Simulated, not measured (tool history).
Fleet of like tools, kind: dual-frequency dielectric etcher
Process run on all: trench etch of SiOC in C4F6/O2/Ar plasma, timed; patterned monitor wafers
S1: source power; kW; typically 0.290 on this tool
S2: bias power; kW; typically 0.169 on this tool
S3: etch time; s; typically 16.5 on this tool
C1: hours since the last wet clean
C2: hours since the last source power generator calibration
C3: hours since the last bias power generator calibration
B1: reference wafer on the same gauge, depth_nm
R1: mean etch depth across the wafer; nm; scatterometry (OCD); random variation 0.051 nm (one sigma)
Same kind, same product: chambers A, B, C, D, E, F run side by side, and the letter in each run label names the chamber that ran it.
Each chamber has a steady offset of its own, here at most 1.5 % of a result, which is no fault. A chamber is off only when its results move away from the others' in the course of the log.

{"run": "1A", "hour": 8.6, "S1": 0.29, "S2": 0.169, "S3": 16.5, "C1": 391.6, "C2": 348.6, "C3": 2364.3, "B1": 25.104, "R1": 29.646}
{"run": "2B", "hour": 15.7, "S1": 0.29, "S2": 0.169, "S3": 16.5, "C1": 154.7, "C2": 1350.8, "C3": 1004.8, "B1": 25.108, "R1": 29.747}
{"run": "3F", "hour": 25.4, "S1": 0.29, "S2": 0.169, "S3": 16.5, "C1": 476.2, "C2": 554.0, "C3": 1848.4, "B1": 25.11, "R1": 29.853}
{"run": "4D", "hour": 35.9, "S1": 0.29, "S2": 0.169, "S3": 16.5, "C1": 186.8, "C2": 990.2, "C3": 2534.4, "B1": 25.128, "R1": 29.207}
{"run": "5C", "hour": 47.7, "S1": 0.29, "S2": 0.169, "S3": 16.5, "C1": 165.9, "C2": 1885.7, "C3": 1427.1, "B1": 25.126, "R1": 29.598}
{"run": "6E", "hour": 55.9, "S1": 0.29, "S2": 0.169, "S3": 16.5, "C1": 366.5, "C2": 1357.7, "C3": 1735.2, "B1": 25.137, "R1": 29.733}
{"run": "7B", "hour": 68.9, "S1": 0.29, "S2": 0.169, "S3": 16.5, "C1": 207.9, "C2": 1404.0, "C3": 1058.0, "B1": 25.14, "R1": 29.835}
{"run": "8A", "hour": 76.2, "S1": 0.29, "S2": 0.169, "S3": 16.5, "C1": 459.2, "C2": 416.2, "C3": 2431.9, "B1": 25.143, "R1": 29.729}
{"run": "9E", "hour": 85.1, "S1": 0.29, "S2": 0.169, "S3": 18.5, "C1": 395.7, "C2": 1386.9, "C3": 1764.4, "B1": 25.136, "R1": 33.333}
{"run": "10D", "hour": 93.7, "S1": 0.29, "S2": 0.169, "S3": 18.5, "C1": 244.6, "C2": 1048.0, "C3": 2592.2, "B1": 25.15, "R1": 32.943}
{"run": "11C", "hour": 103.2, "S1": 0.29, "S2": 0.169, "S3": 18.5, "C1": 221.4, "C2": 1941.2, "C3": 1482.6, "B1": 25.153, "R1": 33.176}
{"hour": 107.9, "done": "chamber F: wet clean of the chamber"}
{"run": "12F", "hour": 109.8, "S1": 0.29, "S2": 0.169, "S3": 18.5, "C1": 1.9, "C2": 638.4, "C3": 1932.8, "B1": 25.169, "R1": 33.56}
{"run": "13C", "hour": 119.8, "S1": 0.29, "S2": 0.169, "S3": 18.5, "C1": 238.0, "C2": 1957.8, "C3": 1499.2, "B1": 25.174, "R1": 33.254}
{"run": "14B", "hour": 129.5, "S1": 0.29, "S2": 0.169, "S3": 18.5, "C1": 268.5, "C2": 1464.6, "C3": 1118.6, "B1": 25.17, "R1": 33.438}
{"run": "15A", "hour": 138.4, "S1": 0.29, "S2": 0.169, "S3": 16.5, "C1": 521.4, "C2": 478.4, "C3": 2494.1, "B1": 25.168, "R1": 29.699}
{"run": "16D", "hour": 148.0, "S1": 0.23, "S2": 0.182, "S3": 16.5, "C1": 298.9, "C2": 1102.3, "C3": 2646.5, "B1": 25.179, "R1": 27.405}
{"run": "17F", "hour": 161.1, "S1": 0.23, "S2": 0.182, "S3": 16.5, "C1": 53.2, "C2": 689.7, "C3": 1984.1, "B1": 25.176, "R1": 28.091}
{"run": "18E", "hour": 167.9, "S1": 0.23, "S2": 0.182, "S3": 16.5, "C1": 478.5, "C2": 1469.7, "C3": 1847.2, "B1": 25.195, "R1": 27.906}
{"run": "19E", "hour": 174.3, "S1": 0.23, "S2": 0.182, "S3": 16.5, "C1": 484.9, "C2": 1476.1, "C3": 1853.6, "B1": 25.188, "R1": 27.962}
{"run": "20C", "hour": 186.6, "S1": 0.23, "S2": 0.182, "S3": 16.5, "C1": 304.8, "C2": 2024.6, "C3": 1566.0, "B1": 25.188, "R1": 27.933}
{"run": "21D", "hour": 194.0, "S1": 0.23, "S2": 0.182, "S3": 16.5, "C1": 344.9, "C2": 1148.3, "C3": 2692.5, "B1": 25.196, "R1": 27.452}
{"run": "22A", "hour": 204.0, "S1": 0.29, "S2": 0.153, "S3": 16.5, "C1": 587.0, "C2": 544.0, "C3": 2559.7, "B1": 25.199, "R1": 28.821}
{"run": "23F", "hour": 213.4, "S1": 0.29, "S2": 0.153, "S3": 16.5, "C1": 105.5, "C2": 742.0, "C3": 2036.4, "B1": 25.199, "R1": 29.063}
{"hour": 216.9, "done": "chamber A: wet clean of the chamber"}
{"run": "24B", "hour": 223.6, "S1": 0.29, "S2": 0.153, "S3": 16.5, "C1": 362.6, "C2": 1558.7, "C3": 1212.7, "B1": 25.213, "R1": 29.016}
{"run": "25F", "hour": 230.5, "S1": 0.29, "S2": 0.153, "S3": 16.5, "C1": 122.6, "C2": 759.1, "C3": 2053.5, "B1": 25.217, "R1": 28.952}
{"run": "26E", "hour": 240.6, "S1": 0.29, "S2": 0.153, "S3": 16.5, "C1": 551.2, "C2": 1542.4, "C3": 1919.9, "B1": 25.221, "R1": 28.917}
{"run": "27C", "hour": 252.1, "S1": 0.29, "S2": 0.153, "S3": 16.5, "C1": 370.3, "C2": 2090.1, "C3": 1631.5, "B1": 25.222, "R1": 28.817}
{"run": "28B", "hour": 261.4, "S1": 0.22, "S2": 0.169, "S3": 19.0, "C1": 400.4, "C2": 1596.5, "C3": 1250.5, "B1": 25.23, "R1": 31.076}
{"run": "29A", "hour": 269.2, "S1": 0.22, "S2": 0.169, "S3": 19.0, "C1": 52.3, "C2": 609.2, "C3": 2624.9, "B1": 25.245, "R1": 30.89}
{"run": "30D", "hour": 279.7, "S1": 0.22, "S2": 0.169, "S3": 19.0, "C1": 430.6, "C2": 1234.0, "C3": 2778.2, "B1": 25.246, "R1": 30.33}
{"run": "31D", "hour": 290.6, "S1": 0.22, "S2": 0.169, "S3": 19.0, "C1": 441.5, "C2": 1244.9, "C3": 2789.1, "B1": 25.254, "R1": 30.395}
{"hour": 297.9, "done": "chamber E: bias power generator calibrated"}
{"hour": 301.7, "done": "chamber E: wet clean of the chamber"}
{"run": "32E", "hour": 301.7, "S1": 0.22, "S2": 0.169, "S3": 19.0, "C1": 0.0, "C2": 1603.5, "C3": 3.9, "B1": 25.247, "R1": 30.863}
{"run": "33B", "hour": 310.4, "S1": 0.22, "S2": 0.169, "S3": 19.0, "C1": 449.4, "C2": 1645.5, "C3": 1299.5, "B1": 25.26, "R1": 31.097}
{"run": "34A", "hour": 322.5, "S1": 0.29, "S2": 0.169, "S3": 16.5, "C1": 105.6, "C2": 662.5, "C3": 2678.2, "B1": 25.269, "R1": 29.8}
{"run": "35C", "hour": 328.9, "S1": 0.29, "S2": 0.169, "S3": 16.5, "C1": 447.1, "C2": 2166.9, "C3": 1708.3, "B1": 25.271, "R1": 29.797}
{"run": "36F", "hour": 335.1, "S1": 0.29, "S2": 0.169, "S3": 16.5, "C1": 227.2, "C2": 863.7, "C3": 2158.1, "B1": 25.266, "R1": 29.909}
{"run": "37F", "hour": 341.6, "S1": 0.29, "S2": 0.169, "S3": 16.5, "C1": 233.7, "C2": 870.2, "C3": 2164.6, "B1": 25.263, "R1": 29.863}

Does one chamber stand apart from the rest, does the shared gauge drift, or is all well apart from small per-chamber offsets? Give the chamber and the most likely cause, where there is one.

None of the chambers is off. What moves is the gauge, dragging all their readings along together.
Cause: gauge reads high (%) = 0.709.

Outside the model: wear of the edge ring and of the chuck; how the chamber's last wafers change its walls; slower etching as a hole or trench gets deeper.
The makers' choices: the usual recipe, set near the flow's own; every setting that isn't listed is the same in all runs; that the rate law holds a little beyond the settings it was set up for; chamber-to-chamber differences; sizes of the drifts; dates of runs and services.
